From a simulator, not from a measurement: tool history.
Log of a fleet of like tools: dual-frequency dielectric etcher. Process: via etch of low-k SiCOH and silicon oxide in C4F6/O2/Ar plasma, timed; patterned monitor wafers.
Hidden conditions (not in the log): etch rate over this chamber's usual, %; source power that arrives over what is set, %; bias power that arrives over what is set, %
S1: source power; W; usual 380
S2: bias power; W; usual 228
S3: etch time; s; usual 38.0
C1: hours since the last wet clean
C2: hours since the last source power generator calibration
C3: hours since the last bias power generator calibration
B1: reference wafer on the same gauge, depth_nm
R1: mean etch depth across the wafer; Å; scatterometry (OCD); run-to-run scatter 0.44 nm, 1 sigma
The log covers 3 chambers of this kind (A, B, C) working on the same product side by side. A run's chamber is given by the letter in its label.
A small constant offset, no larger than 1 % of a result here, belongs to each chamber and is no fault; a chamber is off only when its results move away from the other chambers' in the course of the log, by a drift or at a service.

run   hour   S1   S2    S3     C1      C2      C3      B1       R1
 1B    6.9  380  228  38.0  114.3  2907.0  1791.6  110.00  1049.40
 2C   13.3  380  228  38.0  243.7  4286.9   746.7  109.95  1049.10
 3A   20.1  380  228  38.0   77.2   770.4   838.4  109.92  1051.30
 4B   27.8  380  228  38.0  135.2  2927.9  1812.5  109.97  1054.40
 5C   36.5  380  228  38.0  266.9  4310.1   769.9  110.04  1043.00
 6A   40.9  380  228  38.0   98.0   791.2   859.2  109.93  1045.90
 7A   49.5  380  228  38.0  106.6   799.8   867.8  110.02  1049.90
 8B   56.8  380  254  48.0  164.2  2956.9  1841.5  109.94  1380.10
 9C   64.4  380  254  48.0  294.8  4338.0   797.8  109.96  1353.10
10B   70.3  380  254  48.0  177.7  2970.4  1855.0  110.00  1378.70
11A   75.1  380  228  38.0  132.2   825.4   893.4  109.92  1048.10
12C   81.5  380  228  38.0  311.9  4355.1   814.9  110.07  1040.00
13C   89.8  380  228  38.0  320.2  4363.4   823.2  110.13  1034.80
      93.4  -- chamber C: source power generator calibrated
14A   98.8  380  228  38.0  155.9   849.1   917.1  110.08  1050.10
15B  108.6  380  228  38.0  216.0  3008.7  1893.3  110.09  1046.80
16B  113.0  380  228  38.0  220.4  3013.1  1897.7  109.95  1062.40
17A  121.0  380  228  38.0  178.1   871.3   939.3  110.02  1055.30
18C  130.7  300  228  29.0  361.1    37.4   864.1  109.90   727.27
19B  140.3  300  228  29.0  247.7  3040.4  1925.0  109.92   731.27
20A  145.2  300  228  29.0  202.3   895.5   963.5  110.01   744.52
21C  151.9  380  228  38.0  382.3    58.6   885.3  109.86  1044.20
22C  158.9  380  228  38.0  389.3    65.6   892.3  109.90  1047.00
23A  163.8  380  228  38.0  220.9   914.1   982.1  110.04  1065.30
24B  168.8  290  228  33.5  276.2  3068.9  1953.5  110.12   834.44
25A  175.3  290  228  33.5  232.4   925.6   993.6  109.96   853.99
26C  179.6  290  228  33.5  410.0    86.3   913.0  109.99   833.21
27B  187.1  380  284  38.0  294.5  3087.2  1971.8  110.08  1132.90
28C  195.9  380  284  38.0  426.3   102.6   929.3  110.03  1120.60

Predict what each chamber gives when all 3 of them run the settings below next.
29A  203.1  380  228  38.0                   ?
29B  203.1  380  228  38.0                   ?
29C  203.1  380  228  38.0                   ?

run       R1
29A  1082.00
29B  1049.30
29C  1042.20
